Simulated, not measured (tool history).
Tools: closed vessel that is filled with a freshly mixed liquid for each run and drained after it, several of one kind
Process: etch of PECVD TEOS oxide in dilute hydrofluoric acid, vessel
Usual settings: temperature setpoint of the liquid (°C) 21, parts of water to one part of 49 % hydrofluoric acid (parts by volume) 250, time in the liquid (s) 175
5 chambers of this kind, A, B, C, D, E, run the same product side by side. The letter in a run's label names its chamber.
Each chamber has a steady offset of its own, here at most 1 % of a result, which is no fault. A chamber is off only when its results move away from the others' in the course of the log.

run,hour,temperature setpoint of the liquid (°C),parts of water to one part of 49 % hydrofluoric acid (parts by volume),time in the liquid (s),"read-back film thickness of the PECVD TEOS oxide reference wafer, read on the same gauge (nm)",thickness taken off the PECVD TEOS oxide on a monitor wafer (Å)
1C,5.5,21,250,175,39.997,133.56
2E,12.7,21,250,175,40.011,131.96
3D,18.2,21,250,175,39.972,131
4B,23.2,21,250,175,40.022,131.57
5A,27.1,21,250,175,40.006,130.82
6E,31.5,21,370,175,39.979,80.718
7C,35,21,370,175,39.995,81.191
8A,41.2,21,370,175,40.012,79.616
9D,47.9,21,370,175,40.003,79.819
10B,54.7,21,370,175,40.013,79.89
11B,60.5,21,250,175,39.996,132.63
12C,65.5,21,250,175,40,133.14
13D,72.6,21,250,175,40.019,131.56
14E,78.9,21,160,260,40,336.75
15A,85.9,21,160,260,39.989,334.71
16C,93.1,21,160,260,40.002,336.01
17A,97.7,21,160,260,40.008,337.21
18E,105,21,160,260,39.994,334.84
19B,108.6,17,145,175,39.995,215.12
20D,113.4,17,145,175,40.006,218.27
21C,120.7,17,145,175,40.002,215.28
22D,126.9,17,145,175,40.004,218.09
23A,132.1,17,145,175,39.991,214.76
24E,135.4,21,250,175,39.993,132.78
25B,142.6,21,250,175,39.99,127.54
26D,146.3,21,250,175,40.012,132.36
27A,149.9,21,250,175,40.01,131.89
28E,155.8,21,250,175,39.992,132.56
29B,160.1,21,250,175,40.022,127.01
30C,163.7,21,250,175,39.99,133.12
31C,167.1,21,250,175,40,132.33
32E,173.2,21,250,175,40.005,132.64

All 5 chambers run these settings next. Forecast each chamber's results:
33A,178.5,21,250,175,,?
33B,178.5,21,250,175,,?
33C,178.5,21,250,175,,?
33D,178.5,21,250,175,,?
33E,178.5,21,250,175,,?

run,thickness taken off the PECVD TEOS oxide on a monitor wafer (Å)
33A,130.48
33B,125.84
33C,133.6
33D,132.09
33E,132.99

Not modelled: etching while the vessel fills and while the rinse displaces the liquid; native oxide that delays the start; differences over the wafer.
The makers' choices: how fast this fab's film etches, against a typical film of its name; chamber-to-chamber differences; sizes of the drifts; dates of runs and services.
